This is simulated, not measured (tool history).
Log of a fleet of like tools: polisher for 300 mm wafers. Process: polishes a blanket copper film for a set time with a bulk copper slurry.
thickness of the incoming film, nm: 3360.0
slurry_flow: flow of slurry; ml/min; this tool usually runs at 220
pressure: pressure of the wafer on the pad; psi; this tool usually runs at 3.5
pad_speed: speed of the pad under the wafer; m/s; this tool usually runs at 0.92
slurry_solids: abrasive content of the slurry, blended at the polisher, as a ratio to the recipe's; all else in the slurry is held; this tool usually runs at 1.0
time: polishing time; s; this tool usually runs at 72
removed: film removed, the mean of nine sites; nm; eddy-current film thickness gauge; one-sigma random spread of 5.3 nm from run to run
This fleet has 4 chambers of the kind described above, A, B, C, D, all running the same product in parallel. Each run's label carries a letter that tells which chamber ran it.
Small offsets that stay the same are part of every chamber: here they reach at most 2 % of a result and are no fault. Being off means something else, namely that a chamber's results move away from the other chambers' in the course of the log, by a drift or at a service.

run	hour	slurry_flow	pressure	pad_speed	slurry_solids	time	removed
1A	4.7	220	3.5	0.92	1.0	72	678.63
# hour 5.5: chamber A: worn pad replaced by a new one
# hour 12.1: chamber B: worn pad replaced by a new one
2B	13.9	220	3.5	0.92	1.0	72	666.72
# hour 14.4: chamber C: slurry blender recalibrated
3D	18.6	220	3.5	0.92	1.0	72	671.94
# hour 24.4: chamber C: worn pad replaced by a new one
4C	25.7	220	3.5	0.92	1.0	72	656.30
5C	31.1	220	3.5	0.92	1.0	72	656.70
6A	39.5	220	3.5	0.92	1.0	72	672.06
# hour 41.9: chamber A: slurry blender recalibrated
7D	46.7	220	3.5	0.92	1.0	72	668.17
8B	55.4	220	3.5	0.92	1.0	72	668.25
9A	59.7	255	3.5	0.92	0.7	72	633.55
10C	66.5	255	3.5	0.92	0.7	72	620.00
11D	75.1	255	3.5	0.92	0.7	72	635.93
# hour 76.8: chamber B: worn pad replaced by a new one
12B	79.6	255	3.5	0.92	0.7	72	622.87
13B	88.0	220	3.5	0.92	1.0	72	660.51
# hour 94.1: chamber A: slurry nozzle cleaned
14A	94.8	220	3.5	0.92	1.0	72	674.54
15C	101.3	220	3.5	0.92	1.0	72	653.11
16D	108.6	220	3.5	0.92	1.0	72	675.21
# hour 110.0: chamber D: worn pad replaced by a new one
17D	116.4	220	3.5	0.92	1.0	72	677.43
18A	124.6	220	3.5	0.92	1.0	72	681.84
# hour 127.3: chamber C: slurry blender recalibrated
# hour 128.5: chamber C: slurry nozzle cleaned
19B	131.8	220	3.5	0.92	1.0	72	664.59
20C	139.6	220	3.5	0.92	1.0	72	650.54
# hour 143.7: chamber A: slurry blender recalibrated
# hour 144.7: chamber D: slurry nozzle cleaned
# hour 146.5: chamber B: worn pad replaced by a new one
21D	147.8	220	3.5	0.92	1.0	72	668.25
# hour 152.3: chamber C: worn pad replaced by a new one
# hour 153.3: chamber A: worn pad replaced by a new one
22A	153.9	220	3.5	0.92	1.0	72	670.01
23B	161.8	220	3.5	0.92	1.0	72	653.62
24C	169.1	220	3.5	0.92	1.0	72	662.16
25C	175.6	220	3.5	0.92	1.0	72	653.05
26A	184.1	220	3.5	0.92	1.0	72	675.21
# hour 185.5: chamber D: slurry blender recalibrated
27D	190.7	270	4.1	0.92	1.0	72	809.57
# hour 197.7: chamber B: slurry blender recalibrated
28B	199.1	270	4.1	0.92	1.0	72	782.08
29D	206.5	270	4.1	0.92	1.0	72	812.13
# hour 210.3: chamber D: head pressure recalibrated
30B	213.5	270	4.1	0.92	1.0	72	774.45
# hour 219.8: chamber B: worn pad replaced by a new one
# hour 219.9: chamber D: worn pad replaced by a new one
31A	223.4	220	3.5	0.92	1.0	72	675.15
# hour 224.6: chamber C: slurry blender recalibrated
32C	228.3	220	3.5	0.92	1.0	72	650.64
33A	235.3	220	3.5	0.92	1.0	72	670.28
34D	244.2	220	3.5	0.92	1.0	72	670.53
35B	250.6	220	3.5	0.92	1.0	72	644.68
# hour 256.6: chamber A: slurry blender recalibrated
36C	256.6	220	3.5	0.92	1.0	72	655.34
37B	266.3	220	3.5	0.92	1.0	72	634.38
38D	272.0	220	3.5	0.92	1.0	72	665.43
# hour 272.9: chamber A: worn pad replaced by a new one
# hour 277.3: chamber C: worn pad replaced by a new one
39A	281.9	220	3.5	0.92	1.0	72	665.24
40C	289.6	220	3.5	0.92	1.0	72	653.82
41C	295.5	220	3.5	0.92	1.0	72	653.02
42A	302.0	220	3.5	0.92	1.0	72	683.03
43D	310.7	220	3.5	0.92	1.0	72	670.57

All chambers now run identical settings, listed one chamber a line with results as question marks. What results will each chamber show?
44A	317.9	220	3.5	0.92	1.0	72	?
44B	317.9	220	3.5	0.92	1.0	72	?
44C	317.9	220	3.5	0.92	1.0	72	?
44D	317.9	220	3.5	0.92	1.0	72	?

run	removed
44A	664.86
44B	615.36
44C	658.21
44D	677.43
